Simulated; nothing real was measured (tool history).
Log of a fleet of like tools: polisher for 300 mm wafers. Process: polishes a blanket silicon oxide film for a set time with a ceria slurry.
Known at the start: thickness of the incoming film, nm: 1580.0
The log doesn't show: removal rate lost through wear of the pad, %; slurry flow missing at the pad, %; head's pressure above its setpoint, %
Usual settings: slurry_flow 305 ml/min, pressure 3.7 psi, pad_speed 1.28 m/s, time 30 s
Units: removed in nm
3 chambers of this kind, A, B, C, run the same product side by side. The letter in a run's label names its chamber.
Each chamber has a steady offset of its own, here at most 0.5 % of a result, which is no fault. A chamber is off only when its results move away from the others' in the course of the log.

run	day	slurry_flow	pressure	pad_speed	time	wafers polished on this pad	hours since the slurry nozzle was cleaned	hours since the head pressure was calibrated	removed
1C	0.371	305	3.7	1.28	30	478	222.7	334.8	230.08
2B	0.9	305	3.7	1.28	30	1335	188.3	115	227.32
# day 1.304: chamber B: worn pad replaced by a new one
3A	1.471	305	3.7	1.28	30	415	40.2	232.2	231.53
4C	1.754	305	3.7	1.28	30	801	255.9	368	233.87
5B	2.133	305	3.7	1.28	30	193	217.9	144.6	229.88
6A	2.471	305	3.7	1.28	30	648	64.2	256.2	233.83
# day 2.483: chamber C: head pressure recalibrated
# day 2.492: chamber A: worn pad replaced by a new one
7B	3.038	305	3.7	1.28	39	404	239.6	166.3	298.47
8C	3.3	305	3.7	1.28	39	1161	293	19.6	300.6
9A	3.612	305	3.7	1.28	39	262	91.6	283.6	297.38
10C	4.121	305	3.7	1.28	30	1353	312.7	39.3	232.37
11A	4.7	305	3.7	1.28	30	515	117.7	309.7	230.8
# day 5.004: chamber A: worn pad replaced by a new one
12B	5.088	305	3.7	1.28	30	882	288.8	215.5	232.19
13C	5.462	305	3.7	1.28	30	1666	344.9	71.5	225.23
14B	5.917	305	3.7	1.28	30	1076	308.7	235.4	230.3
15A	6.412	305	3.7	1.28	30	329	158.8	350.8	232.35
16A	6.975	305	3.7	1.28	30	460	172.3	364.3	232.46
# day 7.225: chamber B: worn pad replaced by a new one
17B	7.362	305	3.7	1.28	30	32	343.4	270.1	234.42
18C	7.829	305	3.7	1.28	30	2218	401.7	128.3	216.06
# day 7.85: chamber A: worn pad replaced by a new one
# day 8.104: chamber C: slurry nozzle cleaned
19C	8.121	305	3.7	1.28	30	2286	0.4	135.3	222.04
# day 8.246: chamber B: slurry nozzle cleaned
20B	8.612	305	3.7	1.28	30	324	8.9	300.1	233.56
21A	9.162	305	3.7	1.28	30	306	224.8	416.8	231.88
22C	9.625	305	3.7	1.52	30	2637	36.5	171.4	255.11
23A	10.158	305	3.7	1.52	30	538	248.7	440.7	279.42
# day 10.333: chamber A: head pressure recalibrated
24B	10.433	305	3.7	1.52	30	748	52.6	343.8	274.13
# day 10.517: chamber A: worn pad replaced by a new one
25A	10.704	305	3.7	1.28	30	44	261.8	9	227.71
26C	11.067	305	3.7	1.28	30	2973	71.1	206	211.39
27B	11.333	305	3.7	1.28	30	958	74.2	365.4	231.73
28C	11.879	230	3.7	1.28	40	3162	90.6	225.5	272.2
# day 12.442: chamber B: head pressure recalibrated
29B	12.479	230	3.7	1.28	40	1226	101.7	0.9	300.43

All 3 chambers run these settings next. Forecast each chamber's results:
30A	12.908	305	3.7	1.42	30				?
30B	12.908	305	3.7	1.42	30				?
30C	12.908	305	3.7	1.42	30				?

run	removed
30A	257.69
30B	259.03
30C	228.28

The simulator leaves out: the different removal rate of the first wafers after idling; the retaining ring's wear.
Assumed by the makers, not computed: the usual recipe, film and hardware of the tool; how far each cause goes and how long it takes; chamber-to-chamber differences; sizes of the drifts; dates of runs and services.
